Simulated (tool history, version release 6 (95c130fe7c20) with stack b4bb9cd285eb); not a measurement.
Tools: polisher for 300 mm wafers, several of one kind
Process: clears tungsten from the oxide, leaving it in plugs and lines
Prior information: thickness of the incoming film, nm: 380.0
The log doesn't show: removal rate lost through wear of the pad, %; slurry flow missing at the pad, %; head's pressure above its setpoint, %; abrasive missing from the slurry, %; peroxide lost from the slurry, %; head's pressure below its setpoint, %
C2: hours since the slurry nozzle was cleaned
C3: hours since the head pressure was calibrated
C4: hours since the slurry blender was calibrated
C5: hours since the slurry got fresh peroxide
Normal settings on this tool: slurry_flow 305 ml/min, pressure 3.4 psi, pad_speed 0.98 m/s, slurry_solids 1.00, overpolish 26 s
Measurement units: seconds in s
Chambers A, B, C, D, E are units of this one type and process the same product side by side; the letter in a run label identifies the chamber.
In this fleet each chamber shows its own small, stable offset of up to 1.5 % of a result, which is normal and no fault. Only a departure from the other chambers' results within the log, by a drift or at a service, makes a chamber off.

{"hour": 3.5, "done": "chamber E: slurry tank refilled with fresh slurry and peroxide"}
{"hour": 9.7, "done": "chamber B: worn pad replaced by a new one"}
{"run": "1E", "hour": 11.1, "slurry_flow": 305, "pressure": 3.4, "pad_speed": 0.98, "slurry_solids": 1.0, "overpolish": 26, "wafers polished on this pad": 276, "C2": 733.6, "C3": 1414.2, "C4": 254.4, "C5": 7.6, "seconds": 83.309}
{"hour": 16.6, "done": "chamber B: slurry tank refilled with fresh slurry and peroxide"}
{"run": "2A", "hour": 18.9, "slurry_flow": 305, "pressure": 3.4, "pad_speed": 0.98, "slurry_solids": 1.0, "overpolish": 26, "wafers polished on this pad": 569, "C2": 272.3, "C3": 44.1, "C4": 21.2, "C5": 56.7, "seconds": 84.572}
{"run": "3B", "hour": 27.0, "slurry_flow": 305, "pressure": 3.4, "pad_speed": 0.98, "slurry_solids": 1.0, "overpolish": 26, "wafers polished on this pad": 142, "C2": 553.8, "C3": 274.7, "C4": 271.7, "C5": 10.4, "seconds": 83.039}
{"hour": 35.5, "done": "chamber A: worn pad replaced by a new one"}
{"hour": 36.4, "done": "chamber D: worn pad replaced by a new one"}
{"run": "4C", "hour": 37.2, "slurry_flow": 305, "pressure": 3.4, "pad_speed": 0.98, "slurry_solids": 1.0, "overpolish": 26, "wafers polished on this pad": 359, "C2": 169.9, "C3": 95.5, "C4": 74.6, "C5": 105.7, "seconds": 81.298}
{"hour": 37.7, "done": "chamber E: slurry blender recalibrated"}
{"hour": 38.6, "done": "chamber A: slurry tank refilled with fresh slurry and peroxide"}
{"hour": 43.2, "done": "chamber C: slurry tank refilled with fresh slurry and peroxide"}
{"hour": 44.2, "done": "chamber E: slurry nozzle cleaned"}
{"run": "5D", "hour": 47.3, "slurry_flow": 305, "pressure": 3.4, "pad_speed": 0.98, "slurry_solids": 0.75, "overpolish": 26, "wafers polished on this pad": 90, "C2": 470.5, "C3": 107.9, "C4": 139.2, "C5": 119.1, "seconds": 86.56}
{"hour": 49.5, "done": "chamber A: slurry nozzle cleaned"}
{"hour": 54.8, "done": "chamber B: slurry blender recalibrated"}
{"hour": 56.2, "done": "chamber E: slurry tank refilled with fresh slurry and peroxide"}
{"run": "6D", "hour": 58.7, "slurry_flow": 305, "pressure": 3.4, "pad_speed": 0.98, "slurry_solids": 0.75, "overpolish": 26, "wafers polished on this pad": 184, "C2": 481.9, "C3": 119.3, "C4": 150.6, "C5": 130.5, "seconds": 88.709}
{"hour": 66.7, "done": "chamber C: slurry blender recalibrated"}
{"run": "7C", "hour": 68.2, "slurry_flow": 305, "pressure": 3.4, "pad_speed": 0.98, "slurry_solids": 0.75, "overpolish": 26, "wafers polished on this pad": 615, "C2": 200.9, "C3": 126.5, "C4": 1.5, "C5": 25.0, "seconds": 88.18}
{"run": "8B", "hour": 74.5, "slurry_flow": 305, "pressure": 3.4, "pad_speed": 0.98, "slurry_solids": 0.75, "overpolish": 26, "wafers polished on this pad": 535, "C2": 601.3, "C3": 322.2, "C4": 19.7, "C5": 57.9, "seconds": 87.984}
{"run": "9E", "hour": 80.6, "slurry_flow": 305, "pressure": 3.4, "pad_speed": 0.98, "slurry_solids": 0.75, "overpolish": 26, "wafers polished on this pad": 850, "C2": 36.4, "C3": 1483.7, "C4": 42.9, "C5": 24.5, "seconds": 89.324}
{"hour": 80.9, "done": "chamber B: slurry tank refilled with fresh slurry and peroxide"}
{"run": "10A", "hour": 87.1, "slurry_flow": 305, "pressure": 3.4, "pad_speed": 0.98, "slurry_solids": 1.0, "overpolish": 26, "wafers polished on this pad": 426, "C2": 37.6, "C3": 112.3, "C4": 89.4, "C5": 48.5, "seconds": 84.353}
{"hour": 88.9, "done": "chamber E: worn pad replaced by a new one"}
{"hour": 90.8, "done": "chamber D: slurry tank refilled with fresh slurry and peroxide"}
{"run": "11C", "hour": 94.2, "slurry_flow": 305, "pressure": 3.4, "pad_speed": 0.98, "slurry_solids": 1.0, "overpolish": 26, "wafers polished on this pad": 830, "C2": 226.9, "C3": 152.5, "C4": 27.5, "C5": 51.0, "seconds": 83.615}
{"run": "12A", "hour": 101.3, "slurry_flow": 305, "pressure": 3.4, "pad_speed": 0.98, "slurry_solids": 1.0, "overpolish": 26, "wafers polished on this pad": 543, "C2": 51.8, "C3": 126.5, "C4": 103.6, "C5": 62.7, "seconds": 83.126}
{"hour": 102.9, "done": "chamber D: slurry nozzle cleaned"}
{"hour": 105.1, "done": "chamber C: worn pad replaced by a new one"}
{"run": "13B", "hour": 110.3, "slurry_flow": 305, "pressure": 3.4, "pad_speed": 0.98, "slurry_solids": 1.0, "overpolish": 26, "wafers polished on this pad": 830, "C2": 637.1, "C3": 358.0, "C4": 55.5, "C5": 29.4, "seconds": 83.214}
{"hour": 111.0, "done": "chamber B: slurry nozzle cleaned"}
{"hour": 113.6, "done": "chamber E: slurry tank refilled with fresh slurry and peroxide"}
{"hour": 114.3, "done": "chamber A: slurry tank refilled with fresh slurry and peroxide"}
{"run": "14E", "hour": 116.2, "slurry_flow": 305, "pressure": 3.4, "pad_speed": 0.98, "slurry_solids": 1.0, "overpolish": 26, "wafers polished on this pad": 225, "C2": 72.0, "C3": 1519.3, "C4": 78.5, "C5": 2.6, "seconds": 83.242}
{"hour": 121.6, "done": "chamber A: worn pad replaced by a new one"}
{"hour": 125.1, "done": "chamber A: slurry blender recalibrated"}
{"run": "15D", "hour": 126.6, "slurry_flow": 305, "pressure": 3.4, "pad_speed": 0.98, "slurry_solids": 1.0, "overpolish": 26, "wafers polished on this pad": 745, "C2": 23.7, "C3": 187.2, "C4": 218.5, "C5": 35.9, "seconds": 84.804}
{"run": "16E", "hour": 135.8, "slurry_flow": 305, "pressure": 3.4, "pad_speed": 0.98, "slurry_solids": 1.0, "overpolish": 26, "wafers polished on this pad": 387, "C2": 91.6, "C3": 1538.9, "C4": 98.1, "C5": 22.2, "seconds": 82.914}
{"hour": 141.4, "done": "chamber E: head pressure recalibrated"}
{"run": "17D", "hour": 146.0, "slurry_flow": 305, "pressure": 3.4, "pad_speed": 0.98, "slurry_solids": 1.0, "overpolish": 26, "wafers polished on this pad": 905, "C2": 43.1, "C3": 206.6, "C4": 237.9, "C5": 55.3, "seconds": 83.834}
{"hour": 149.0, "done": "chamber B: slurry tank refilled with fresh slurry and peroxide"}
{"hour": 152.4, "done": "chamber B: worn pad replaced by a new one"}
{"run": "18A", "hour": 157.3, "slurry_flow": 305, "pressure": 3.4, "pad_speed": 0.98, "slurry_solids": 1.0, "overpolish": 26, "wafers polished on this pad": 294, "C2": 107.8, "C3": 182.5, "C4": 32.3, "C5": 43.0, "seconds": 81.636}
{"hour": 158.0, "done": "chamber E: slurry tank refilled with fresh slurry and peroxide"}
{"run": "19B", "hour": 168.1, "slurry_flow": 305, "pressure": 3.4, "pad_speed": 0.98, "slurry_solids": 1.0, "overpolish": 26, "wafers polished on this pad": 130, "C2": 57.2, "C3": 415.8, "C4": 113.3, "C5": 19.1, "seconds": 82.758}
{"hour": 170.9, "done": "chamber C: slurry tank refilled with fresh slurry and peroxide"}
{"run": "20C", "hour": 174.8, "slurry_flow": 305, "pressure": 3.8, "pad_speed": 0.98, "slurry_solids": 1.0, "overpolish": 14, "wafers polished on this pad": 576, "C2": 307.5, "C3": 233.1, "C4": 108.1, "C5": 3.9, "seconds": 72.304}
{"hour": 175.1, "done": "chamber C: slurry blender recalibrated"}
{"run": "21E", "hour": 183.3, "slurry_flow": 305, "pressure": 3.8, "pad_speed": 0.98, "slurry_solids": 1.0, "overpolish": 14, "wafers polished on this pad": 779, "C2": 139.1, "C3": 41.9, "C4": 145.6, "C5": 25.3, "seconds": 84.947}
{"hour": 184.9, "done": "chamber B: head pressure recalibrated"}
{"hour": 186.0, "done": "chamber D: worn pad replaced by a new one"}
{"hour": 187.0, "done": "chamber A: slurry tank refilled with fresh slurry and peroxide"}
{"run": "22D", "hour": 190.6, "slurry_flow": 305, "pressure": 3.8, "pad_speed": 0.98, "slurry_solids": 1.0, "overpolish": 14, "wafers polished on this pad": 38, "C2": 87.7, "C3": 251.2, "C4": 282.5, "C5": 99.9, "seconds": 73.677}
{"hour": 191.0, "done": "chamber E: worn pad replaced by a new one"}
{"run": "23C", "hour": 199.8, "slurry_flow": 305, "pressure": 3.8, "pad_speed": 0.98, "slurry_solids": 1.0, "overpolish": 14, "wafers polished on this pad": 782, "C2": 332.5, "C3": 258.1, "C4": 24.7, "C5": 28.9, "seconds": 73.636}
{"hour": 204.4, "done": "chamber E: slurry tank refilled with fresh slurry and peroxide"}
{"run": "24B", "hour": 206.9, "slurry_flow": 305, "pressure": 3.8, "pad_speed": 0.98, "slurry_solids": 1.0, "overpolish": 14, "wafers polished on this pad": 450, "C2": 96.0, "C3": 22.1, "C4": 152.1, "C5": 57.9, "seconds": 73.426}
{"hour": 212.3, "done": "chamber B: slurry tank refilled with fresh slurry and peroxide"}
{"run": "25A", "hour": 212.3, "slurry_flow": 305, "pressure": 3.4, "pad_speed": 0.98, "slurry_solids": 1.0, "overpolish": 26, "wafers polished on this pad": 748, "C2": 162.8, "C3": 237.5, "C4": 87.3, "C5": 25.4, "seconds": 83.017}
{"hour": 221.2, "done": "chamber A: worn pad replaced by a new one"}
{"hour": 221.3, "done": "chamber D: slurry tank refilled with fresh slurry and peroxide"}
{"run": "26B", "hour": 222.2, "slurry_flow": 305, "pressure": 3.4, "pad_speed": 0.98, "slurry_solids": 1.0, "overpolish": 26, "wafers polished on this pad": 576, "C2": 111.3, "C3": 37.4, "C4": 167.4, "C5": 9.9, "seconds": 83.573}
{"hour": 222.9, "done": "chamber C: worn pad replaced by a new one"}
{"run": "27C", "hour": 229.7, "slurry_flow": 305, "pressure": 3.4, "pad_speed": 0.98, "slurry_solids": 1.0, "overpolish": 26, "wafers polished on this pad": 56, "C2": 362.4, "C3": 288.0, "C4": 54.6, "C5": 58.8, "seconds": 81.481}
{"hour": 231.9, "done": "chamber A: slurry blender recalibrated"}
{"run": "28D", "hour": 237.6, "slurry_flow": 305, "pressure": 3.4, "pad_speed": 0.98, "slurry_solids": 1.0, "overpolish": 26, "wafers polished on this pad": 426, "C2": 134.7, "C3": 298.2, "C4": 329.5, "C5": 16.4, "seconds": 82.114}
{"run": "29E", "hour": 243.5, "slurry_flow": 305, "pressure": 3.4, "pad_speed": 0.98, "slurry_solids": 1.0, "overpolish": 26, "wafers polished on this pad": 434, "C2": 199.3, "C3": 102.1, "C4": 205.8, "C5": 39.1, "seconds": 93.728}
{"run": "30A", "hour": 251.5, "slurry_flow": 305, "pressure": 3.4, "pad_speed": 1.2, "slurry_solids": 1.0, "overpolish": 21, "wafers polished on this pad": 250, "C2": 202.0, "C3": 276.7, "C4": 19.6, "C5": 64.6, "seconds": 67.112}

The same settings go to every chamber for the next run, one line per chamber below. Forecast the results for each:
{"run": "31A", "hour": 259.9, "slurry_flow": 305, "pressure": 3.4, "pad_speed": 0.98, "slurry_solids": 1.0, "overpolish": 15, "seconds": "?"}
{"run": "31B", "hour": 259.9, "slurry_flow": 305, "pressure": 3.4, "pad_speed": 0.98, "slurry_solids": 1.0, "overpolish": 15, "seconds": "?"}
{"run": "31C", "hour": 259.9, "slurry_flow": 305, "pressure": 3.4, "pad_speed": 0.98, "slurry_solids": 1.0, "overpolish": 15, "seconds": "?"}
{"run": "31D", "hour": 259.9, "slurry_flow": 305, "pressure": 3.4, "pad_speed": 0.98, "slurry_solids": 1.0, "overpolish": 15, "seconds": "?"}
{"run": "31E", "hour": 259.9, "slurry_flow": 305, "pressure": 3.4, "pad_speed": 0.98, "slurry_solids": 1.0, "overpolish": 15, "seconds": "?"}

run=31A seconds=84.454
run=31B seconds=81.216
run=31C seconds=82.480
run=31D seconds=81.883
run=31E seconds=93.256
